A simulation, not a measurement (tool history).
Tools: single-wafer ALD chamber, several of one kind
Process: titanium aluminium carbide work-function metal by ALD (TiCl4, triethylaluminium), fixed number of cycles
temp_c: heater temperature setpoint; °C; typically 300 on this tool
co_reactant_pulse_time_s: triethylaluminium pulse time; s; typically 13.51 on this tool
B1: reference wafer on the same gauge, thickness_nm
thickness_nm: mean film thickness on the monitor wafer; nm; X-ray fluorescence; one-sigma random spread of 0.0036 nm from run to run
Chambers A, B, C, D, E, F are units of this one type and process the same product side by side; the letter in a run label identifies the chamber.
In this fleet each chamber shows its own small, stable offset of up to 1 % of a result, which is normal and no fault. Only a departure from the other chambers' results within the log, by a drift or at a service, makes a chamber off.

run 1D hour=9.6 | temp_c=300 co_reactant_pulse_time_s=13.51 | B1=2.0102 | thickness_nm=2.0370
run 2A hour=17.6 | temp_c=300 co_reactant_pulse_time_s=13.51 | B1=2.0099 | thickness_nm=2.0444
run 3F hour=30.3 | temp_c=300 co_reactant_pulse_time_s=13.51 | B1=2.0091 | thickness_nm=2.0597
run 4B hour=43.3 | temp_c=300 co_reactant_pulse_time_s=13.51 | B1=2.0087 | thickness_nm=2.0488
-- hour=45.8 chamber E: thermocouple changed; heater temperature recalibrated
run 5E hour=49.9 | temp_c=300 co_reactant_pulse_time_s=13.51 | B1=2.0078 | thickness_nm=2.0273
run 6C hour=61.3 | temp_c=300 co_reactant_pulse_time_s=13.51 | B1=2.0076 | thickness_nm=2.0480
run 7E hour=72.3 | temp_c=300 co_reactant_pulse_time_s=13.51 | B1=2.0071 | thickness_nm=2.0295
run 8D hour=83.0 | temp_c=300 co_reactant_pulse_time_s=13.51 | B1=2.0061 | thickness_nm=2.0393
run 9A hour=91.5 | temp_c=300 co_reactant_pulse_time_s=13.51 | B1=2.0063 | thickness_nm=2.0470
run 10B hour=102.2 | temp_c=300 co_reactant_pulse_time_s=13.51 | B1=2.0053 | thickness_nm=2.0468
run 11C hour=113.5 | temp_c=311 co_reactant_pulse_time_s=11.89 | B1=2.0047 | thickness_nm=2.1187
run 12F hour=123.1 | temp_c=311 co_reactant_pulse_time_s=11.89 | B1=2.0056 | thickness_nm=2.1404
run 13D hour=134.7 | temp_c=311 co_reactant_pulse_time_s=11.89 | B1=2.0041 | thickness_nm=2.1168
run 14B hour=142.5 | temp_c=311 co_reactant_pulse_time_s=11.89 | B1=2.0046 | thickness_nm=2.1222
run 15F hour=151.2 | temp_c=311 co_reactant_pulse_time_s=11.89 | B1=2.0041 | thickness_nm=2.1366
run 16A hour=163.7 | temp_c=311 co_reactant_pulse_time_s=11.89 | B1=2.0041 | thickness_nm=2.1220
run 17E hour=173.8 | temp_c=300 co_reactant_pulse_time_s=8.24 | B1=2.0033 | thickness_nm=1.9204
run 18C hour=186.4 | temp_c=300 co_reactant_pulse_time_s=8.24 | B1=2.0034 | thickness_nm=1.9283
run 19C hour=198.2 | temp_c=300 co_reactant_pulse_time_s=8.24 | B1=2.0024 | thickness_nm=1.9293
run 20F hour=207.6 | temp_c=300 co_reactant_pulse_time_s=8.24 | B1=2.0017 | thickness_nm=1.9501
run 21D hour=220.8 | temp_c=300 co_reactant_pulse_time_s=8.24 | B1=2.0018 | thickness_nm=1.9236
run 22E hour=228.6 | temp_c=300 co_reactant_pulse_time_s=8.24 | B1=2.0002 | thickness_nm=1.9186
run 23B hour=242.8 | temp_c=300 co_reactant_pulse_time_s=11.02 | B1=2.0006 | thickness_nm=2.0107
run 24A hour=249.5 | temp_c=300 co_reactant_pulse_time_s=11.02 | B1=2.0001 | thickness_nm=2.0082
run 25A hour=260.0 | temp_c=300 co_reactant_pulse_time_s=11.02 | B1=1.9996 | thickness_nm=2.0054
run 26C hour=274.3 | temp_c=300 co_reactant_pulse_time_s=11.02 | B1=1.9987 | thickness_nm=2.0084
run 27E hour=285.5 | temp_c=300 co_reactant_pulse_time_s=11.02 | B1=1.9984 | thickness_nm=1.9875
run 28D hour=292.7 | temp_c=300 co_reactant_pulse_time_s=11.02 | B1=1.9987 | thickness_nm=1.9947
run 29F hour=300.0 | temp_c=300 co_reactant_pulse_time_s=13.51 | B1=1.9987 | thickness_nm=2.0493
run 30B hour=307.7 | temp_c=300 co_reactant_pulse_time_s=13.51 | B1=1.9980 | thickness_nm=2.0355
run 31C hour=318.3 | temp_c=300 co_reactant_pulse_time_s=13.51 | B1=1.9967 | thickness_nm=2.0260
run 32B hour=330.1 | temp_c=300 co_reactant_pulse_time_s=13.51 | B1=1.9969 | thickness_nm=2.0342
run 33D hour=338.3 | temp_c=300 co_reactant_pulse_time_s=13.51 | B1=1.9970 | thickness_nm=2.0339
run 34F hour=345.0 | temp_c=314 co_reactant_pulse_time_s=9.23 | B1=1.9959 | thickness_nm=2.1020
run 35E hour=354.6 | temp_c=314 co_reactant_pulse_time_s=9.23 | B1=1.9977 | thickness_nm=2.0755
run 36A hour=361.3 | temp_c=314 co_reactant_pulse_time_s=9.23 | B1=1.9955 | thickness_nm=2.0840

Decide between three cases: one chamber stands off from its peers, the gauge reading all wafers drifts, or nothing is wrong past each chamber's small offset. Where a chamber is off, say which and what most likely put it there.

Gauge drift. The chambers move together only on paper, and none stands off.
Most likely cause: gauge reads low (%) = 0.715.

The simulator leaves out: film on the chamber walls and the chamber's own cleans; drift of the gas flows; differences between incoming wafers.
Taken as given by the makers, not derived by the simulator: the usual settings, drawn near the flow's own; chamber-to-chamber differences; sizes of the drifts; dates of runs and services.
